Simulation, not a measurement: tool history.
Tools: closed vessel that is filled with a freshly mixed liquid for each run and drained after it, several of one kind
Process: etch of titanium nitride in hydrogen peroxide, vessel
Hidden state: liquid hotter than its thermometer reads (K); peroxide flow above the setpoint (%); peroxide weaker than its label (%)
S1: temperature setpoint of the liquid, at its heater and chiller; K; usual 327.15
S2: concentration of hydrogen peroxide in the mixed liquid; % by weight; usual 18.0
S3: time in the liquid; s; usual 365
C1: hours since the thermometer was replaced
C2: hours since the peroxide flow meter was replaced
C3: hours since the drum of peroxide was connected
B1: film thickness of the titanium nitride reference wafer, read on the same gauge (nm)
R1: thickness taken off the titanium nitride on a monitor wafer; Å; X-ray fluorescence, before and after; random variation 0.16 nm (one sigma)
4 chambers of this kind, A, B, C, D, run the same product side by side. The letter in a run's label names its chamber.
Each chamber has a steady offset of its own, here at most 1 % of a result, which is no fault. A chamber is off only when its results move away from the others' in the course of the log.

run,hour,S1,S2,S3,C1,C2,C3,B1,R1
1A,11.8,327.15,18.0,365,504.8,2005.6,370.5,30.006,189.530
# hour 17.4: chamber B: thermometer replaced
2C,21.9,327.15,18.0,365,697.1,1893.6,200.8,30.053,192.930
3B,33.4,327.15,18.0,365,16.0,869.2,160.6,30.075,189.590
4D,47.3,327.15,18.0,365,1985.7,845.7,103.9,29.971,191.400
5B,62.0,327.15,18.0,365,44.6,897.8,189.2,30.039,189.780
6A,75.9,327.15,18.0,155,568.9,2069.7,434.6,29.999,80.452
# hour 86.4: chamber D: thermometer replaced
7D,91.2,327.15,18.0,155,4.9,889.6,147.8,29.954,79.809
8C,102.3,327.15,18.0,155,777.5,1974.0,281.2,30.010,81.985
9B,117.8,327.15,18.0,155,100.4,953.6,245.0,30.016,80.445
10D,132.0,327.15,22.5,365,45.7,930.4,188.6,30.013,196.680
11C,139.0,327.15,22.5,365,814.2,2010.7,317.9,30.020,202.110
12A,151.1,327.15,22.5,365,644.1,2144.9,509.8,29.993,199.320
13D,161.7,327.15,22.5,365,75.4,960.1,218.3,30.007,197.870
14B,172.8,327.15,18.0,365,155.4,1008.6,300.0,30.005,187.920
15A,185.8,327.15,18.0,365,678.8,2179.6,544.5,30.000,191.600
16C,196.2,327.15,18.0,365,871.4,2067.9,375.1,30.008,192.110
# hour 200.9: chamber A: peroxide flow meter replaced
17B,206.8,327.15,18.0,365,189.4,1042.6,334.0,30.013,190.000
18A,222.1,327.15,18.0,365,715.1,21.3,580.8,30.051,192.450
19D,237.0,327.15,18.0,365,150.7,1035.4,293.6,29.988,189.180
20C,252.9,327.15,18.0,365,928.1,2124.6,431.8,29.979,192.700
# hour 259.5: chamber B: new drum of peroxide connected
21D,260.1,327.15,18.0,365,173.8,1058.5,316.7,30.035,192.170
22B,275.4,327.15,18.0,365,258.0,1111.2,16.0,30.003,189.780
23C,288.0,327.15,18.0,365,963.2,2159.7,466.9,30.019,194.440
# hour 296.3: chamber C: peroxide flow meter replaced
# hour 299.3: chamber C: new drum of peroxide connected
24A,302.5,327.15,18.0,365,795.5,101.7,661.2,29.986,194.080
25B,317.4,327.15,18.0,365,300.0,1153.2,58.0,30.002,187.610
26A,332.2,327.15,18.0,365,825.2,131.4,690.9,30.006,193.570
27C,344.6,327.15,18.0,365,1019.8,48.4,45.4,29.976,191.530
28D,358.4,327.15,18.0,365,272.1,1156.8,415.0,29.940,189.120
29C,372.7,327.15,18.0,365,1047.9,76.5,73.5,30.024,192.110
30A,387.9,327.15,18.0,365,880.9,187.1,746.6,30.026,197.600
31D,399.6,327.15,18.0,365,313.3,1198.0,456.2,29.986,187.700
32B,407.7,327.15,18.0,365,390.3,1243.5,148.3,30.040,188.570
33A,419.6,327.15,18.0,365,912.6,218.8,778.3,29.981,197.990
34C,433.9,327.15,18.0,365,1109.1,137.7,134.7,30.012,190.910
35B,449.3,327.15,18.0,365,431.9,1285.1,189.9,29.997,188.220
36D,460.2,327.15,18.0,365,373.9,1258.6,516.8,29.945,191.230
37B,473.5,327.15,18.0,365,456.1,1309.3,214.1,29.994,185.960
38A,480.7,327.15,23.0,570,973.7,279.9,839.4,29.978,322.520
39D,494.8,327.15,23.0,570,408.5,1293.2,551.4,30.033,313.260
40C,509.9,327.15,23.0,570,1185.1,213.7,210.7,30.013,319.250
41D,520.8,327.15,23.0,570,434.5,1319.2,577.4,29.979,314.690
42A,533.7,327.15,18.0,365,1026.7,332.9,892.4,29.946,199.830
43C,543.4,327.15,18.0,365,1218.6,247.2,244.2,29.989,194.170

What goes on in this fleet: one chamber off, a drifting gauge, or nothing beyond the chambers' own small offsets? Name the chamber and the cause, if any.

Chamber A drifts away from the others.
Cause: liquid hotter than its thermometer reads (K) = 0.828.

Here are 4 candidates for chamber A's next run, each the usual settings with a change, their results left as question marks. Which one brings its results back in line with what the others give on the usual settings?
In line means no further than this from the other chambers' mean on the usual settings: R1 5.400 Å
44A-1,554.7,326.15,18.0,350,,,,,?
44A-2,554.7,326.65,18.0,355,,,,,?
44A-3,554.7,327.65,18.0,375,,,,,?
44A-4,554.7,328.65,18.0,365,,,,,?

The other chambers' mean on the usual settings: R1 190.470 Å
run,R1
44A-1,180.630
44A-2,189.650
44A-3,214.740
44A-4,224.100
44A-2 brings the chamber back in line.
